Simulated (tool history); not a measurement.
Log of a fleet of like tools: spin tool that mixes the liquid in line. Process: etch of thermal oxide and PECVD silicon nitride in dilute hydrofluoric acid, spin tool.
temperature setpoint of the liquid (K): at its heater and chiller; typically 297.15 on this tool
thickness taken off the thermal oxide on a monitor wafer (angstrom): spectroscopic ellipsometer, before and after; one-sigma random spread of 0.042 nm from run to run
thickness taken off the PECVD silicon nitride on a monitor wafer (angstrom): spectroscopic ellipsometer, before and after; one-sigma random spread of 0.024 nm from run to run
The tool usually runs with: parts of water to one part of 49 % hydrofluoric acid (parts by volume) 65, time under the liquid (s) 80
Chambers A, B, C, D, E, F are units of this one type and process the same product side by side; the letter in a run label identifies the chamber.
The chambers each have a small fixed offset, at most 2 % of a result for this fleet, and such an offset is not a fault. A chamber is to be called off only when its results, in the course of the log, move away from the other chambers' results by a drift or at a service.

run,hour,temperature setpoint of the liquid (K),parts of water to one part of 49 % hydrofluoric acid (parts by volume),time under the liquid (s),hours since the thermometer was replaced,hours since the hydrofluoric acid flow meter was replaced,"read-back film thickness of the thermal oxide reference wafer, read on the same gauge (nm)","read-back film thickness of the PECVD silicon nitride reference wafer, read on the same gauge (nm)",thickness taken off the thermal oxide on a monitor wafer (angstrom),thickness taken off the PECVD silicon nitride on a monitor wafer (angstrom)
1A,11.0,297.15,65,80,471.1,922.6,40.001,79.976,58.384,29.867
2C,22.6,297.15,65,80,1052.5,1830.7,40.012,80.003,59.089,29.539
3B,35.5,297.15,65,80,743.4,111.2,40.014,79.992,59.477,30.198
# hour 36.8: chamber E: thermometer replaced
4E,42.9,297.15,65,80,6.2,266.9,39.990,79.986,58.634,29.662
5F,49.4,297.15,65,80,232.0,140.2,39.992,80.012,59.338,29.676
6D,60.8,297.15,65,80,478.8,459.1,40.011,79.996,58.120,29.501
7C,71.7,297.15,65,80,1101.6,1879.8,40.001,80.004,58.857,29.629
8D,83.2,297.15,65,80,501.2,481.5,40.015,80.015,58.543,29.419
9E,92.3,297.15,65,80,55.6,316.3,40.004,80.019,58.645,30.207
10A,104.1,297.15,65,80,564.2,1015.7,40.003,80.012,58.170,29.868
11B,116.8,297.15,65,80,824.7,192.5,39.986,80.013,59.038,30.379
12F,123.0,297.15,65,80,305.6,213.8,39.982,79.992,59.340,29.892
# hour 130.8: chamber B: thermometer replaced
# hour 132.9: chamber C: hydrofluoric acid flow meter replaced
13A,134.2,297.15,65,80,594.3,1045.8,40.025,80.002,58.452,29.681
14C,140.6,297.15,65,80,1170.5,7.7,40.018,79.997,58.503,29.467
15B,150.4,297.15,65,80,19.6,226.1,40.003,80.003,59.773,30.268
# hour 158.4: chamber A: hydrofluoric acid flow meter replaced
16E,161.6,297.15,50,80,124.9,385.6,40.006,79.989,78.282,38.703
17D,171.6,297.15,50,80,589.6,569.9,40.017,80.008,77.537,38.419
18F,178.0,297.15,50,80,360.6,268.8,40.008,79.997,79.678,38.937
19A,188.3,297.15,50,80,648.4,29.9,40.013,79.999,76.771,39.684
20E,196.9,297.15,50,80,160.2,420.9,39.993,80.009,77.576,38.652
21D,203.1,297.15,50,80,621.1,601.4,39.995,80.008,78.803,38.538
22B,215.7,297.15,75,130,84.9,291.4,39.993,79.995,81.424,42.153
23F,227.1,297.15,75,130,409.7,317.9,40.004,80.006,81.545,41.979
24C,238.3,297.15,75,130,1268.2,105.4,39.991,79.991,83.045,41.441
25F,249.6,297.15,75,130,432.2,340.4,40.008,80.002,82.774,42.088
26C,256.3,297.15,75,130,1286.2,123.4,40.015,79.973,80.447,41.310
27B,264.1,297.15,75,130,133.3,339.8,39.999,79.998,81.760,42.097
28A,277.5,297.15,65,80,737.6,119.1,40.018,80.005,58.553,29.967
29E,285.4,297.15,65,80,248.7,509.4,39.995,80.003,59.176,30.410
30D,294.7,297.15,65,80,712.7,693.0,40.027,79.974,57.943,29.966
31D,303.2,297.15,65,80,721.2,701.5,40.012,80.007,58.307,29.619
32F,309.9,297.15,65,80,492.5,400.7,39.988,79.998,60.605,30.195
33B,317.5,297.15,65,80,186.7,393.2,40.015,79.992,59.318,29.733
34C,330.8,292.15,75,80,1360.7,197.9,39.981,79.987,41.128,18.331
# hour 331.5: chamber C: thermometer replaced
35E,339.1,292.15,75,80,302.4,563.1,39.978,79.986,40.939,18.927
# hour 344.8: chamber B: hydrofluoric acid flow meter replaced
36A,351.7,292.15,75,80,811.8,193.3,40.025,79.988,40.356,18.298
37F,359.2,292.15,75,80,541.8,450.0,40.011,79.997,41.469,18.478
38D,365.9,292.15,75,80,783.9,764.2,39.991,79.990,40.865,18.229
39C,373.2,292.15,75,80,41.7,240.3,39.999,80.006,40.633,18.083
40B,381.0,297.15,65,80,250.2,36.3,40.011,79.981,59.489,30.557
41A,388.2,301.65,65,80,848.3,229.8,39.981,79.995,69.669,40.380
42E,397.4,301.65,65,80,360.7,621.4,39.972,79.997,71.185,41.012
43F,404.7,301.65,65,80,587.3,495.5,40.002,79.972,72.692,40.509

Predict what each chamber gives when all 6 of them run the settings below next.
44A,414.3,297.15,65,115,,,,,?,?
44B,414.3,297.15,65,115,,,,,?,?
44C,414.3,297.15,65,115,,,,,?,?
44D,414.3,297.15,65,115,,,,,?,?
44E,414.3,297.15,65,115,,,,,?,?
44F,414.3,297.15,65,115,,,,,?,?

run,thickness taken off the thermal oxide on a monitor wafer (angstrom),thickness taken off the PECVD silicon nitride on a monitor wafer (angstrom)
44A,83.737,43.259
44B,85.847,42.802
44C,83.398,42.336
44D,84.451,42.457
44E,83.793,43.365
44F,86.373,42.951

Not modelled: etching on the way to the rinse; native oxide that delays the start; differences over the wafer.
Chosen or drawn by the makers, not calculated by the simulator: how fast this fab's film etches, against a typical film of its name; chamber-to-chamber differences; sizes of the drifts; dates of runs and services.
